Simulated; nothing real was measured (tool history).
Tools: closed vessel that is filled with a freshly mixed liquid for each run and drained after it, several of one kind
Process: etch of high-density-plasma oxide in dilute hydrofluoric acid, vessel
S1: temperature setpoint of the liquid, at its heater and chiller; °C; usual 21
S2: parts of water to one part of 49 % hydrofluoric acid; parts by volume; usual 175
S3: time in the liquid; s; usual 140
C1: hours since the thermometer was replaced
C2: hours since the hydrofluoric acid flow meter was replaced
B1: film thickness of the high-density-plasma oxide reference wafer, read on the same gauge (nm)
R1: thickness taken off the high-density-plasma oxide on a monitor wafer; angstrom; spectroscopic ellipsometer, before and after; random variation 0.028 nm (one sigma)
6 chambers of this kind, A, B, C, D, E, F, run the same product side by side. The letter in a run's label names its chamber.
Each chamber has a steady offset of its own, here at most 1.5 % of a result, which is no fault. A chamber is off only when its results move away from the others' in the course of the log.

Run 1B, hour 6.7: usual settings; C1 156.7; C2 12; B1 99.976. Result: R1 40.667 angstrom.
Run 2E, hour 11.8: usual settings; C1 929.5; C2 813.5; B1 99.944. Result: R1 39.933 angstrom.
Run 3D, hour 17.6: usual settings; C1 888.5; C2 250.8; B1 99.994. Result: R1 39.506 angstrom.
Run 4C, hour 26.5: usual settings; C1 1323.4; C2 213.6; B1 100.08. Result: R1 39.662 angstrom.
Run 5F, hour 33: usual settings; C1 50.8; C2 191; B1 100.03. Result: R1 39.797 angstrom.
Run 6A, hour 39.7: usual settings; C1 495.9; C2 639.6; B1 100.04. Result: R1 40.384 angstrom.
Run 7D, hour 48.9: usual settings; C1 919.8; C2 282.1; B1 100.03. Result: R1 39.563 angstrom.
Run 8F, hour 55.5: usual settings; C1 73.3; C2 213.5; B1 100.03. Result: R1 39.747 angstrom.
Run 9B, hour 63: usual settings; C1 213; C2 68.3; B1 100.02. Result: R1 40.799 angstrom.
Run 10A, hour 71.5: usual settings; C1 527.7; C2 671.4; B1 100.04. Result: R1 40.338 angstrom.
Run 11C, hour 79.4: usual settings; C1 1376.3; C2 266.5; B1 99.942. Result: R1 39.715 angstrom.
Run 12E, hour 88.3: usual settings; C1 1006; C2 890; B1 100.04. Result: R1 40.288 angstrom.
Run 13D, hour 94.5: usual settings; C1 965.4; C2 327.7; B1 100.01. Result: R1 39.462 angstrom.
At hour 94.9: chamber E: thermometer replaced.
Run 14E, hour 104: usual settings; C1 9.2; C2 905.7; B1 100.04. Result: R1 39.936 angstrom.
Run 15A, hour 110.5: usual settings; C1 566.7; C2 710.4; B1 99.967. Result: R1 40.085 angstrom.
Run 16F, hour 119.1: usual settings; C1 136.9; C2 277.1; B1 100.02. Result: R1 40.245 angstrom.
Run 17C, hour 127.8: usual settings; C1 1424.7; C2 314.9; B1 100.02. Result: R1 39.3 angstrom.
Run 18B, hour 132.5: usual settings; C1 282.5; C2 137.8; B1 100.04. Result: R1 40.094 angstrom.
Run 19A, hour 140.8: usual settings; C1 597; C2 740.7; B1 100.02. Result: R1 40.64 angstrom.
Run 20C, hour 146.5: usual settings; C1 1443.4; C2 333.6; B1 99.987. Result: R1 39.764 angstrom.
Run 21D, hour 152.6: usual settings; C1 1023.5; C2 385.8; B1 99.96. Result: R1 39.9 angstrom.
Run 22E, hour 160.4: usual settings; C1 65.6; C2 962.1; B1 100.02. Result: R1 39.694 angstrom.
Run 23F, hour 169.3: usual settings; C1 187.1; C2 327.3; B1 99.987. Result: R1 40.024 angstrom.
Run 24B, hour 174.2: usual settings; C1 324.2; C2 179.5; B1 100. Result: R1 40.513 angstrom.
Run 25C, hour 181.9: usual settings; C1 1478.8; C2 369; B1 100.06. Result: R1 39.018 angstrom.
Run 26A, hour 191.3: usual settings but S1 23.5 °C, S3 215 s; C1 647.5; C2 791.2; B1 100.02. Result: R1 68.182 angstrom.
Run 27D, hour 196.7: usual settings but S1 23.5 °C, S3 215 s; C1 1067.6; C2 429.9; B1 99.933. Result: R1 66.555 angstrom.
Run 28F, hour 206.3: usual settings but S1 23.5 °C, S3 215 s; C1 224.1; C2 364.3; B1 99.939. Result: R1 68.032 angstrom.
Run 29B, hour 212.7: usual settings but S1 23.5 °C, S3 215 s; C1 362.7; C2 218; B1 99.981. Result: R1 68.752 angstrom.
Run 30E, hour 217.4: usual settings but S1 23.5 °C, S3 215 s; C1 122.6; C2 1019.1; B1 99.985. Result: R1 67.574 angstrom.
Run 31A, hour 223.5: usual settings but S1 23.5 °C, S3 215 s; C1 679.7; C2 823.4; B1 99.938. Result: R1 66.91 angstrom.
Run 32F, hour 231.4: usual settings; C1 249.2; C2 389.4; B1 100. Result: R1 39.883 angstrom.
Run 33D, hour 238.9: usual settings; C1 1109.8; C2 472.1; B1 99.981. Result: R1 39.249 angstrom.
Run 34C, hour 245.7: usual settings; C1 1542.6; C2 432.8; B1 99.991. Result: R1 39.714 angstrom.
Run 35E, hour 255.7: usual settings; C1 160.9; C2 1057.4; B1 99.986. Result: R1 40.055 angstrom.
At hour 261.4: chamber C: thermometer replaced.
Run 36B, hour 264.1: usual settings; C1 414.1; C2 269.4; B1 99.993. Result: R1 39.898 angstrom.
Run 37B, hour 269.4: usual settings; C1 419.4; C2 274.7; B1 99.95. Result: R1 40.676 angstrom.
Run 38D, hour 277: usual settings; C1 1147.9; C2 510.2; B1 99.992. Result: R1 39.636 angstrom.
Run 39F, hour 285.1: usual settings but S2 95 parts by volume; C1 302.9; C2 443.1; B1 99.944. Result: R1 79.716 angstrom.
Run 40C, hour 292.3: usual settings but S2 95 parts by volume; C1 31; C2 479.4; B1 100.04. Result: R1 79.912 angstrom.
Run 41E, hour 297: usual settings but S2 95 parts by volume; C1 202.2; C2 1098.7; B1 100. Result: R1 78.629 angstrom.
Run 42A, hour 305.1: usual settings but S2 95 parts by volume; C1 761.3; C2 905; B1 99.942. Result: R1 81.185 angstrom.

What goes on in this fleet: one chamber off, a drifting gauge, or nothing beyond the chambers' own small offsets? Name the chamber and the cause, if any.

No chamber stands off beyond its own small offset, and the gauge holds steady.

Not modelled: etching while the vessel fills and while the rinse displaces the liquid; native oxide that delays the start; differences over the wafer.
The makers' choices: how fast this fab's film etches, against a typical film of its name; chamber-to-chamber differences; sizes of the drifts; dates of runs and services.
